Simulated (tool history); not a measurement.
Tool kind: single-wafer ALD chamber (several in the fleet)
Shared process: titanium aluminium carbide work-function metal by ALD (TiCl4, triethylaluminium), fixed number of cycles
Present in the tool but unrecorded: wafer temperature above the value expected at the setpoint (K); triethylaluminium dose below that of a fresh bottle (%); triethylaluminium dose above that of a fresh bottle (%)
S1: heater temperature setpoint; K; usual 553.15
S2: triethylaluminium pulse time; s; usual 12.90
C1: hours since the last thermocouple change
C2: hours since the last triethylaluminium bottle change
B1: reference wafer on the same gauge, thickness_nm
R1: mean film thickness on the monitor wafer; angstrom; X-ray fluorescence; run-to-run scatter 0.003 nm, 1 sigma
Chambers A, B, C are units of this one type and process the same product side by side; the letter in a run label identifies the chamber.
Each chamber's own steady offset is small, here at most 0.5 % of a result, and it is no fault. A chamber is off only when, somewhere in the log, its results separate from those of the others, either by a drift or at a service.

run    day      S1     S2      C1      C2      B1      R1
 1C  0.283  553.15  12.90   244.7   195.5  1.5791  18.555
 2A  0.658  553.15  12.90   999.8  1376.9  1.5795  18.541
 3B  0.904  553.15  12.90    89.6   765.1  1.5787  18.728
 4A  1.229  553.15  12.90  1013.5  1390.6  1.5792  18.549
 5B  1.604  553.15  12.90   106.4   781.9  1.5773  18.696
 6C  1.846  553.15  12.90   282.2   233.0  1.5776  18.595
 7A  2.171  543.15   9.33  1036.1  1413.2  1.5773  17.189
 8C  2.608  543.15   9.33   300.5   251.3  1.5764  17.164
     2.767  -- chamber A: triethylaluminium bottle replaced
 9B  2.842  543.15   9.33   136.1   811.6  1.5758  17.343
10C  3.062  553.15  12.90   311.4   262.2  1.5748  18.537
11A  3.392  553.15  12.90  1065.4    15.1  1.5747  18.526
12B  3.667  553.15  12.90   155.9   831.4  1.5754  18.627
13B  4.092  553.15  12.90   166.1   841.6  1.5745  18.710
14C  4.504  553.15  12.90   346.0   296.8  1.5733  18.506
15A  4.888  563.15  17.31  1101.3    51.0  1.5726  19.551
16A  5.096  563.15  17.31  1106.3    56.0  1.5724  19.546
17C  5.488  563.15  17.31   369.6   320.4  1.5722  19.489
18B  5.700  553.15  11.24   204.7   880.2  1.5713  18.468
19B  6.000  553.15  11.24   211.9   887.4  1.5708  18.456
20A  6.412  553.15  11.24  1137.9    87.6  1.5703  18.338
21C  6.762  558.15  17.77   400.2   351.0  1.5704  19.121
22A  6.992  558.15  17.77  1151.8   101.5  1.5699  19.104

The same settings go to every chamber for the next run, one line per chamber below. Forecast the results for each:
23A  7.333  545.15  12.90               ?
23B  7.333  545.15  12.90               ?
23C  7.333  545.15  12.90               ?

run      R1
23A  17.793
23B  17.902
23C  17.763
